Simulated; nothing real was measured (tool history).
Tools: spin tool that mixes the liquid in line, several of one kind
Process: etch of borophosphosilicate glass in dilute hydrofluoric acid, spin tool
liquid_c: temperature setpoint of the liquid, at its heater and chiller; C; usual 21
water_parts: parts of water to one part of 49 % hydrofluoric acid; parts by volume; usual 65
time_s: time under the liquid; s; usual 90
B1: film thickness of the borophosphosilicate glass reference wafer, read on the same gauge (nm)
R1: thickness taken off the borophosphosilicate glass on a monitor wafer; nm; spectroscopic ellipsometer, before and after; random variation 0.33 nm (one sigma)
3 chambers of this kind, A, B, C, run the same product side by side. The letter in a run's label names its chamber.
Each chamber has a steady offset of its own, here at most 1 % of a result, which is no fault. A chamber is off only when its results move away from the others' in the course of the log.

run 1A hour=7.2 | liquid_c=21 water_parts=65 time_s=90 | B1=69.983 | R1=38.74
run 2C hour=16.3 | liquid_c=21 water_parts=65 time_s=90 | B1=70.001 | R1=38.07
run 3B hour=26.4 | liquid_c=21 water_parts=65 time_s=90 | B1=70.004 | R1=38.849
run 4A hour=34.4 | liquid_c=21 water_parts=65 time_s=90 | B1=69.966 | R1=38.137
run 5B hour=44.1 | liquid_c=17 water_parts=65 time_s=90 | B1=69.982 | R1=32.354
run 6C hour=54.7 | liquid_c=17 water_parts=65 time_s=90 | B1=70.021 | R1=32.748
run 7C hour=60.5 | liquid_c=17 water_parts=65 time_s=90 | B1=69.989 | R1=32.356
run 8A hour=70.4 | liquid_c=21 water_parts=65 time_s=90 | B1=70.003 | R1=38.314
run 9B hour=75.3 | liquid_c=21 water_parts=65 time_s=90 | B1=69.99 | R1=38.417
run 10B hour=84.8 | liquid_c=21 water_parts=65 time_s=90 | B1=69.974 | R1=38.704
run 11A hour=92.5 | liquid_c=21 water_parts=55 time_s=90 | B1=70.003 | R1=46.472
run 12C hour=100.6 | liquid_c=21 water_parts=55 time_s=90 | B1=70.018 | R1=45.249
run 13B hour=109.8 | liquid_c=21 water_parts=55 time_s=90 | B1=70.002 | R1=46.633
run 14A hour=120.7 | liquid_c=21 water_parts=65 time_s=90 | B1=70.032 | R1=37.254
run 15C hour=130.4 | liquid_c=21 water_parts=65 time_s=90 | B1=69.99 | R1=38.062
run 16B hour=141 | liquid_c=21 water_parts=65 time_s=115 | B1=69.997 | R1=48.435
run 17A hour=146.6 | liquid_c=21 water_parts=65 time_s=115 | B1=69.97 | R1=47.593
run 18C hour=153.2 | liquid_c=21 water_parts=65 time_s=115 | B1=69.991 | R1=48.836
run 19B hour=163 | liquid_c=21 water_parts=65 time_s=90 | B1=70.009 | R1=38.822
run 20C hour=171.5 | liquid_c=21 water_parts=80 time_s=90 | B1=70.01 | R1=30.496
run 21A hour=177.1 | liquid_c=21 water_parts=80 time_s=90 | B1=69.996 | R1=29.12
run 22B hour=186.8 | liquid_c=21 water_parts=80 time_s=90 | B1=70.004 | R1=30.843
run 23A hour=196.3 | liquid_c=21 water_parts=65 time_s=90 | B1=69.973 | R1=36.477
run 24C hour=204.9 | liquid_c=21 water_parts=65 time_s=90 | B1=69.977 | R1=38.182
run 25C hour=212.1 | liquid_c=21 water_parts=65 time_s=90 | B1=70.003 | R1=37.864
run 26B hour=219.3 | liquid_c=21 water_parts=80 time_s=55 | B1=69.989 | R1=18.541
run 27A hour=226.7 | liquid_c=21 water_parts=80 time_s=55 | B1=70.021 | R1=17.449
run 28A hour=233.3 | liquid_c=21 water_parts=80 time_s=55 | B1=70.025 | R1=17.448
run 29C hour=242.2 | liquid_c=21 water_parts=65 time_s=45 | B1=69.98 | R1=19.133
run 30B hour=251 | liquid_c=21 water_parts=65 time_s=45 | B1=70.011 | R1=19.307
run 31A hour=256.8 | liquid_c=21 water_parts=65 time_s=45 | B1=70.012 | R1=17.653
run 32B hour=266 | liquid_c=21 water_parts=65 time_s=90 | B1=69.994 | R1=39.136
run 33C hour=273.7 | liquid_c=21 water_parts=65 time_s=90 | B1=69.972 | R1=38.49

What goes on in this fleet: one chamber off, a drifting gauge, or nothing beyond the chambers' own small offsets? Name the chamber and the cause, if any.

Chamber A drifts away from the others.
Cause: hydrofluoric acid flow below the setpoint (%) = 9.17.
The log may not tell that from: liquid colder than its thermometer reads (K).

Here are 4 candidates for chamber A's next run, each the usual settings with a change, their results left as question marks. Which one brings its results back in line with what the others give on the usual settings?
In line means no further than this from the other chambers' mean on the usual settings: R1 1.2 nm
run 34A-1 hour=281.6 | liquid_c=23.5 water_parts=65 time_s=90 | R1=?
run 34A-2 hour=281.6 | liquid_c=20 water_parts=65 time_s=90 | R1=?
run 34A-3 hour=281.6 | liquid_c=22 water_parts=65 time_s=90 | R1=?
run 34A-4 hour=281.6 | liquid_c=18.5 water_parts=65 time_s=90 | R1=?

The other chambers' mean on the usual settings: R1 38.382 nm
run=34A-1 R1=38.462
run=34A-2 R1=33.357
run=34A-3 R1=36.201
run=34A-4 R1=31.354
34A-1 brings the chamber back in line.
